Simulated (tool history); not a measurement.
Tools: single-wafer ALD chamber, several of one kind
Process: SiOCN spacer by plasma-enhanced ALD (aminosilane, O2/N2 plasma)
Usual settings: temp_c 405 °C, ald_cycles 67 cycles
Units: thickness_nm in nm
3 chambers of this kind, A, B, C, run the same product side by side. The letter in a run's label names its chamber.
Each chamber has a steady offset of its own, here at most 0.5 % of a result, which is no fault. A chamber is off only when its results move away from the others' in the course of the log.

| run | hour | temp_c | ald_cycles | hours since the last thermocouple change | read-back reference wafer on the same gauge, thickness_nm | thickness_nm |
|---|---|---|---|---|---|---|
| 1B | 9.5 | 405 | 67 | 363.8 | 3.5804 | 3.9867 |
|  | 14.9 | chamber C: thermocouple changed; heater temperature recalibrated |
| 2C | 24.8 | 405 | 67 | 10.0 | 3.5815 | 3.9751 |
| 3A | 37.1 | 405 | 67 | 721.2 | 3.5820 | 3.9652 |
| 4C | 49.8 | 405 | 67 | 35.0 | 3.5827 | 3.9757 |
| 5B | 60.8 | 405 | 67 | 415.1 | 3.5828 | 3.9903 |
| 6A | 70.0 | 405 | 67 | 754.1 | 3.5825 | 3.9597 |
| 7C | 81.9 | 405 | 67 | 67.1 | 3.5842 | 3.9722 |
| 8B | 90.7 | 405 | 67 | 445.0 | 3.5825 | 3.9878 |
| 9A | 101.3 | 405 | 67 | 785.4 | 3.5837 | 3.9604 |
| 10B | 117.4 | 405 | 67 | 471.7 | 3.5835 | 3.9933 |
| 11A | 128.0 | 405 | 67 | 812.1 | 3.5842 | 3.9635 |
| 12C | 137.7 | 405 | 67 | 122.9 | 3.5854 | 3.9755 |
| 13C | 147.1 | 405 | 67 | 132.3 | 3.5853 | 3.9673 |
| 14B | 154.9 | 405 | 67 | 509.2 | 3.5850 | 3.9940 |
| 15A | 164.5 | 405 | 67 | 848.6 | 3.5847 | 3.9678 |
| 16B | 175.8 | 405 | 67 | 530.1 | 3.5858 | 4.0027 |
| 17A | 187.7 | 405 | 67 | 871.8 | 3.5861 | 3.9617 |
| 18C | 200.0 | 405 | 67 | 185.2 | 3.5867 | 3.9840 |
| 19A | 211.4 | 405 | 67 | 895.5 | 3.5872 | 3.9743 |
| 20B | 220.6 | 405 | 67 | 574.9 | 3.5873 | 4.0004 |
| 21C | 232.3 | 393 | 58 | 217.5 | 3.5871 | 3.5023 |
| 22A | 241.2 | 393 | 58 | 925.3 | 3.5880 | 3.4898 |
| 23B | 253.3 | 393 | 58 | 607.6 | 3.5893 | 3.5188 |
| 24C | 260.4 | 405 | 67 | 245.6 | 3.5890 | 3.9816 |
| 25A | 267.8 | 405 | 67 | 951.9 | 3.5890 | 3.9673 |
| 26C | 276.1 | 405 | 67 | 261.3 | 3.5893 | 3.9851 |
| 27B | 290.8 | 405 | 67 | 645.1 | 3.5896 | 3.9971 |
| 28A | 306.1 | 405 | 67 | 990.2 | 3.5903 | 3.9818 |
| 29B | 313.8 | 405 | 67 | 668.1 | 3.5901 | 3.9994 |
| 30C | 325.5 | 405 | 67 | 310.7 | 3.5909 | 3.9836 |
| 31B | 333.5 | 405 | 67 | 687.8 | 3.5917 | 4.0012 |
| 32C | 345.8 | 405 | 67 | 331.0 | 3.5916 | 3.9843 |
| 33A | 361.0 | 398 | 57 | 1045.1 | 3.5928 | 3.4440 |
| 34B | 368.2 | 398 | 57 | 722.5 | 3.5910 | 3.4540 |
| 35A | 382.7 | 398 | 57 | 1066.8 | 3.5930 | 3.4384 |
|  | 391.8 | chamber A: thermocouple changed; heater temperature recalibrated |
| 36C | 398.5 | 391 | 67 | 383.7 | 3.5938 | 4.0468 |
| 37A | 412.2 | 391 | 67 | 20.5 | 3.5928 | 4.0445 |
| 38B | 426.3 | 391 | 67 | 780.6 | 3.5931 | 4.0733 |
| 39C | 440.1 | 405 | 67 | 425.3 | 3.5955 | 3.9805 |
| 40A | 448.7 | 405 | 67 | 57.0 | 3.5950 | 3.9748 |
| 41C | 460.8 | 405 | 67 | 446.0 | 3.5955 | 3.9841 |
| 42B | 473.7 | 405 | 67 | 828.0 | 3.5961 | 4.0088 |
| 43A | 481.8 | 405 | 67 | 90.1 | 3.5972 | 3.9909 |
| 44C | 493.4 | 418 | 67 | 478.6 | 3.5958 | 3.8301 |

Is one chamber off against the others, does the gauge drift, or is nothing wrong? If a chamber is off, say which, and what the likeliest cause is.

The gauge drifts, so all chambers seem to drift together. No chamber is off.
Cause: gauge reads high (%) = 0.479.
